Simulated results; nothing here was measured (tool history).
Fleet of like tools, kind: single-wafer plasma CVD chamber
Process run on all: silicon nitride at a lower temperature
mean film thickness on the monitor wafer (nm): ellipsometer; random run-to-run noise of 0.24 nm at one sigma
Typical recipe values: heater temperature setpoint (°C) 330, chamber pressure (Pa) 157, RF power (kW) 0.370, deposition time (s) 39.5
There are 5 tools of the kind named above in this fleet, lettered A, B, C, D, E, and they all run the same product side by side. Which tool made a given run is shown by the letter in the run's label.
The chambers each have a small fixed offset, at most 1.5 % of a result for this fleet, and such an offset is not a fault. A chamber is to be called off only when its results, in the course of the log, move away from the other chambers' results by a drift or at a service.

run    day  heater temperature setpoint (°C)  chamber pressure (Pa)  RF power (kW)  deposition time (s)  read-back reference wafer on the same gauge, thickness_nm  mean film thickness on the monitor wafer (nm)
 1A  0.188                               330                    157          0.370                 39.5                                                     48.393                                         48.953
 2C  0.362                               330                    157          0.370                 39.5                                                     48.380                                         49.053
 3D  0.462                               330                    157          0.370                 39.5                                                     48.340                                         48.608
 4E  0.592                               330                    157          0.370                 39.5                                                     48.447                                         49.580
 5B  0.758                               330                    157          0.370                 39.5                                                     48.391                                         49.505
 6E  0.950                               330                    157          0.370                 39.5                                                     48.430                                         49.694
 7C  1.108                               330                    157          0.370                 39.5                                                     48.384                                         48.943
 8A  1.262                               330                    157          0.370                 39.5                                                     48.444                                         49.045
 9B  1.458                               330                    157          0.370                 39.5                                                     48.434                                         49.037
10D  1.646                               330                    157          0.370                 45.2                                                     48.482                                         55.632
11D  1.867                               330                    157          0.370                 45.2                                                     48.413                                         55.546
12A  1.971                               330                    157          0.370                 45.2                                                     48.386                                         56.092
13C  2.117                               330                    157          0.370                 45.2                                                     48.330                                         56.259
14E  2.254                               330                    157          0.370                 45.2                                                     48.371                                         56.608
15B  2.379                               330                    157          0.370                 39.5                                                     48.403                                         49.184
16E  2.562                               330                    157          0.370                 39.5                                                     48.394                                         49.587
17C  2.683                               330                    157          0.370                 39.5                                                     48.403                                         49.273
18A  2.788                               330                    157          0.370                 39.5                                                     48.420                                         48.942
19D  2.975                               330                    157          0.370                 39.5                                                     48.400                                         48.333
20B  3.146                               335                    157          0.370                 39.5                                                     48.413                                         49.646
21A  3.333                               335                    157          0.370                 39.5                                                     48.398                                         48.778
22C  3.475                               335                    157          0.370                 39.5                                                     48.361                                         49.026
23D  3.646                               335                    157          0.370                 39.5                                                     48.387                                         47.283
24E  3.846                               335                    157          0.370                 39.5                                                     48.416                                         49.435
     3.900  -- chamber A: capacitance manometer re-zeroed and calibrated
25B  3.958                               330                    157          0.370                 39.5                                                     48.448                                         49.291
26B  4.067                               344                    124          0.370                 39.5                                                     48.412                                         45.262
27A  4.292                               344                    124          0.370                 39.5                                                     48.313                                         45.671
28D  4.425                               344                    124          0.370                 39.5                                                     48.435                                         42.853
29E  4.562                               344                    124          0.370                 39.5                                                     48.388                                         45.870
30C  4.700                               344                    124          0.370                 39.5                                                     48.317                                         45.718
31E  4.900                               335                    133          0.370                 39.5                                                     48.413                                         46.988
32B  5.062                               335                    133          0.370                 39.5                                                     48.430                                         46.569
33D  5.204                               335                    133          0.370                 39.5                                                     48.365                                         43.929

Next, every chamber runs the same settings. What will each give?
34A  5.362                               330                    157          0.370                 39.5                                                                                                         ?
34B  5.362                               330                    157          0.370                 39.5                                                                                                         ?
34C  5.362                               330                    157          0.370                 39.5                                                                                                         ?
34D  5.362                               330                    157          0.370                 39.5                                                                                                         ?
34E  5.362                               330                    157          0.370                 39.5                                                                                                         ?

run  mean film thickness on the monitor wafer (nm)
34A                                         48.951
34B                                         49.068
34C                                         49.132
34D                                         46.084
34E                                         49.936
